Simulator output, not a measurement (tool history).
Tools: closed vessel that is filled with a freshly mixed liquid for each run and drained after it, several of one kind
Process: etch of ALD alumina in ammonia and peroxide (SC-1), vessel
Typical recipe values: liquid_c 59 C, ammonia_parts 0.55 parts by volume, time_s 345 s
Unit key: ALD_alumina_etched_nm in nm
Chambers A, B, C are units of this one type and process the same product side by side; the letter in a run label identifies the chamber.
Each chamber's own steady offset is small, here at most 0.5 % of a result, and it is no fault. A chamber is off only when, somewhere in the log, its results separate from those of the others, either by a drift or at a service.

run	hour	liquid_c	ammonia_parts	time_s	read-back film thickness of the ALD alumina reference wafer, read on the same gauge (nm)	ALD_alumina_etched_nm
1B	4.4	59	0.55	345	149.99	20.112
2A	8.2	59	0.55	345	150.03	20.131
3C	12.4	59	0.55	345	150.01	20.122
4B	18.7	59	0.55	345	149.98	20.057
5C	23.4	53.5	0.55	450	149.96	19.816
6A	27.1	53.5	0.55	450	149.99	19.472
7C	32.6	53.5	0.55	450	149.98	19.655
8A	37.5	59	0.55	345	150.01	20.039
9B	41.7	59	0.55	345	150.03	19.674
10A	45.1	59	0.55	345	149.99	20.149
11C	49.5	59	0.55	345	149.99	20.084
12B	56.1	59	0.55	345	150	19.552
13A	59.2	59	0.55	345	149.99	19.969
14C	63.2	59	0.55	345	149.99	20.062
15B	67.5	59	0.55	345	149.97	19.462
16C	74.4	68	0.3	345	150	29.755
17A	78	68	0.3	345	150	30.02
18B	84.9	68	0.3	345	150.01	28.54
19A	89.7	59	0.55	530	149.98	31.269
# hour 92.2: chamber C: ammonia flow meter replaced
20B	93.4	59	0.55	530	149.99	29.124
21C	98.7	59	0.55	530	149.99	31.109

All 3 chambers run these settings next. Forecast each chamber's results:
22A	103.7	59	0.65	345		?
22B	103.7	59	0.65	345		?
22C	103.7	59	0.65	345		?

run	ALD_alumina_etched_nm
22A	20.212
22B	19.245
22C	20.508
